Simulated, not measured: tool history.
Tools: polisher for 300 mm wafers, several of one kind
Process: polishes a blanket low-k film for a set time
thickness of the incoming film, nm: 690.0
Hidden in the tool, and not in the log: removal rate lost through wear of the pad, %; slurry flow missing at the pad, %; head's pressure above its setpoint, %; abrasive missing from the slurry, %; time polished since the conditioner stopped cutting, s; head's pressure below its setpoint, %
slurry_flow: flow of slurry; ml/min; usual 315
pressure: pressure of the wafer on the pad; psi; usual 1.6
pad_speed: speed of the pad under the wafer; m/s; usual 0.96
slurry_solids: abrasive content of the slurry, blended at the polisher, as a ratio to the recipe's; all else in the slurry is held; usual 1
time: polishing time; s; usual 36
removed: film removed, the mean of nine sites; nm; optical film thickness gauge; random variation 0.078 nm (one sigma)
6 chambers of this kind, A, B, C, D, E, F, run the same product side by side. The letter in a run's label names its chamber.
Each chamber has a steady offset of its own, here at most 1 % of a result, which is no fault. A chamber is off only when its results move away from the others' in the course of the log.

| run | day | slurry_flow | pressure | pad_speed | slurry_solids | time | wafers polished on this pad | hours since the slurry nozzle was cleaned | hours since the head pressure was calibrated | hours since the slurry blender was calibrated | hours since the conditioning disc was replaced | removed |
|---|---|---|---|---|---|---|---|---|---|---|---|---|
|  | 0.192 | chamber B: slurry blender recalibrated |
| 1F | 0.288 | 315 | 1.6 | 0.96 | 1 | 36 | 450 | 195 | 338.3 | 188.4 | 37.6 | 10.492 |
| 2A | 0.492 | 315 | 1.6 | 0.96 | 1 | 36 | 456 | 110 | 106.2 | 13.8 | 42.2 | 10.554 |
|  | 0.55 | chamber B: worn pad replaced by a new one |
| 3C | 0.704 | 315 | 1.6 | 0.96 | 1 | 36 | 579 | 571.8 | 321.4 | 152.1 | 108.3 | 10.439 |
| 4B | 1.046 | 315 | 1.6 | 0.96 | 1 | 36 | 153 | 417.1 | 956.8 | 20.6 | 170.1 | 10.476 |
| 5E | 1.246 | 315 | 1.6 | 0.96 | 1 | 36 | 1205 | 143.5 | 454.1 | 195.8 | 304.8 | 10.343 |
| 6D | 1.433 | 315 | 1.6 | 0.96 | 1 | 36 | 516 | 171.1 | 713.1 | 177.7 | 131.5 | 10.498 |
| 7F | 1.625 | 315 | 1.6 | 0.96 | 1 | 36 | 860 | 227.1 | 370.4 | 220.5 | 69.7 | 10.532 |
| 8B | 1.888 | 315 | 1.6 | 0.96 | 1 | 36 | 411 | 437.3 | 977 | 40.8 | 190.3 | 10.426 |
|  | 2.058 | chamber C: worn pad replaced by a new one |
|  | 2.075 | chamber E: worn pad replaced by a new one |
| 9A | 2.121 | 315 | 1.6 | 0.96 | 1 | 36 | 956 | 149.1 | 145.3 | 52.9 | 81.3 | 10.592 |
|  | 2.288 | chamber D: worn pad replaced by a new one |
| 10E | 2.379 | 315 | 1.6 | 0.96 | 1 | 36 | 93 | 170.7 | 481.3 | 223 | 332 | 10.394 |
| 11D | 2.579 | 315 | 1.6 | 0.96 | 1 | 36 | 90 | 198.6 | 740.6 | 205.2 | 159 | 10.436 |
|  | 2.708 | chamber D: slurry blender recalibrated |
|  | 2.771 | chamber E: slurry blender recalibrated |
| 12C | 2.779 | 315 | 1.6 | 0.96 | 1 | 36 | 221 | 621.6 | 371.2 | 201.9 | 158.1 | 10.376 |
|  | 2.788 | chamber C: slurry nozzle cleaned |
|  | 2.825 | chamber B: slurry nozzle cleaned |
| 13D | 3.092 | 235 | 1.6 | 1.22 | 1 | 36 | 247 | 210.9 | 752.9 | 9.2 | 171.3 | 12.384 |
|  | 3.258 | chamber D: slurry nozzle cleaned |
| 14E | 3.296 | 235 | 1.6 | 1.22 | 1 | 36 | 374 | 192.7 | 503.3 | 12.6 | 354 | 12.247 |
|  | 3.496 | chamber A: worn pad replaced by a new one |
| 15A | 3.596 | 235 | 1.6 | 1.22 | 1 | 36 | 31 | 184.5 | 180.7 | 88.3 | 116.7 | 12.373 |
|  | 3.638 | chamber F: worn pad replaced by a new one |
| 16C | 3.762 | 235 | 1.6 | 1.22 | 1 | 36 | 523 | 23.5 | 394.8 | 225.5 | 181.7 | 12.339 |
|  | 3.904 | chamber A: conditioning disc replaced and pad reconditioned |
| 17F | 4.062 | 235 | 1.6 | 1.22 | 1 | 36 | 130 | 285.6 | 428.9 | 279 | 128.2 | 12.326 |
|  | 4.183 | chamber B: worn pad replaced by a new one |
| 18B | 4.35 | 235 | 1.6 | 1.22 | 1 | 36 | 51 | 36.7 | 1036.1 | 99.9 | 249.4 | 12.315 |
| 19F | 4.65 | 315 | 1.6 | 0.96 | 1 | 36 | 311 | 299.7 | 443 | 293.1 | 142.3 | 10.484 |
|  | 4.746 | chamber F: slurry blender recalibrated |
| 20A | 4.846 | 315 | 1.6 | 0.96 | 1 | 36 | 415 | 214.5 | 210.7 | 118.3 | 22.6 | 10.575 |
|  | 4.879 | chamber D: worn pad replaced by a new one |
| 21B | 5.083 | 315 | 1.6 | 0.96 | 1 | 36 | 276 | 54.3 | 1053.7 | 117.5 | 267 | 10.448 |
|  | 5.108 | chamber C: worn pad replaced by a new one |
| 22D | 5.35 | 315 | 1.6 | 0.96 | 1 | 36 | 144 | 50.2 | 807.1 | 63.4 | 225.5 | 10.539 |
| 23C | 5.671 | 315 | 1.6 | 0.96 | 1 | 36 | 172 | 69.3 | 440.6 | 271.3 | 227.5 | 10.545 |
| 24E | 5.958 | 315 | 1.6 | 0.96 | 1 | 36 | 1191 | 256.6 | 567.2 | 76.5 | 417.9 | 10.453 |
| 25F | 6.175 | 315 | 1.6 | 0.96 | 1 | 36 | 778 | 336.3 | 479.6 | 34.4 | 178.9 | 10.508 |
| 26C | 6.508 | 315 | 1.6 | 0.96 | 1 | 36 | 429 | 89.4 | 460.7 | 291.4 | 247.6 | 10.364 |
|  | 6.692 | chamber E: worn pad replaced by a new one |
| 27B | 6.738 | 315 | 1.6 | 0.96 | 1 | 36 | 783 | 94 | 1093.4 | 157.2 | 306.7 | 10.499 |
| 28E | 7.029 | 315 | 1.6 | 0.96 | 1 | 36 | 104 | 282.3 | 592.9 | 102.2 | 443.6 | 10.288 |
| 29A | 7.25 | 315 | 1.6 | 0.96 | 1 | 36 | 1152 | 272.2 | 268.4 | 176 | 80.3 | 10.563 |
|  | 7.304 | chamber A: slurry blender recalibrated |
| 30D | 7.521 | 315 | 1.6 | 0.96 | 1 | 36 | 810 | 102.3 | 859.2 | 115.5 | 277.6 | 10.383 |
|  | 7.679 | chamber D: worn pad replaced by a new one |
|  | 7.717 | chamber B: worn pad replaced by a new one |
| 31E | 7.796 | 315 | 1.6 | 0.66 | 1 | 32 | 339 | 300.7 | 611.3 | 120.6 | 462 | 6.8864 |
|  | 7.829 | chamber F: head pressure recalibrated |
|  | 7.95 | chamber C: worn pad replaced by a new one |
| 32B | 8.017 | 315 | 1.6 | 0.66 | 1 | 32 | 92 | 124.7 | 1124.1 | 187.9 | 337.4 | 6.8174 |
|  | 8.021 | chamber B: conditioning disc replaced and pad reconditioned |
|  | 8.162 | chamber C: slurry blender recalibrated |
|  | 8.212 | chamber A: worn pad replaced by a new one |
| 33C | 8.221 | 315 | 1.6 | 0.66 | 1 | 32 | 83 | 130.5 | 501.8 | 1.4 | 288.7 | 6.794 |
|  | 8.479 | chamber F: worn pad replaced by a new one |
| 34A | 8.508 | 315 | 1.6 | 0.66 | 1 | 32 | 90 | 302.4 | 298.6 | 28.9 | 110.5 | 6.9536 |
| 35D | 8.742 | 315 | 1.6 | 0.66 | 1 | 32 | 326 | 131.6 | 888.5 | 144.8 | 306.9 | 6.8665 |
| 36F | 8.912 | 315 | 1.6 | 0.66 | 1 | 32 | 133 | 402 | 26 | 100.1 | 244.6 | 6.9302 |
| 37D | 9.162 | 315 | 1.6 | 0.96 | 1 | 36 | 455 | 141.7 | 898.6 | 154.9 | 317 | 10.474 |
| 38C | 9.392 | 315 | 1.6 | 0.96 | 1 | 36 | 442 | 158.6 | 529.9 | 29.5 | 316.8 | 10.375 |
| 39B | 9.588 | 315 | 1.6 | 0.96 | 1 | 36 | 574 | 162.4 | 1161.8 | 225.6 | 37.6 | 10.457 |

All 6 chambers run these settings next. Forecast each chamber's results:
| 40A | 9.833 | 375 | 1.6 | 0.96 | 1 | 36 |  |  |  |  |  | ? |
| 40B | 9.833 | 375 | 1.6 | 0.96 | 1 | 36 |  |  |  |  |  | ? |
| 40C | 9.833 | 375 | 1.6 | 0.96 | 1 | 36 |  |  |  |  |  | ? |
| 40D | 9.833 | 375 | 1.6 | 0.96 | 1 | 36 |  |  |  |  |  | ? |
| 40E | 9.833 | 375 | 1.6 | 0.96 | 1 | 36 |  |  |  |  |  | ? |
| 40F | 9.833 | 375 | 1.6 | 0.96 | 1 | 36 |  |  |  |  |  | ? |

| run | removed |
|---|---|
| 40A | 10.689 |
| 40B | 10.616 |
| 40C | 10.571 |
| 40D | 10.65 |
| 40E | 10.519 |
| 40F | 10.675 |
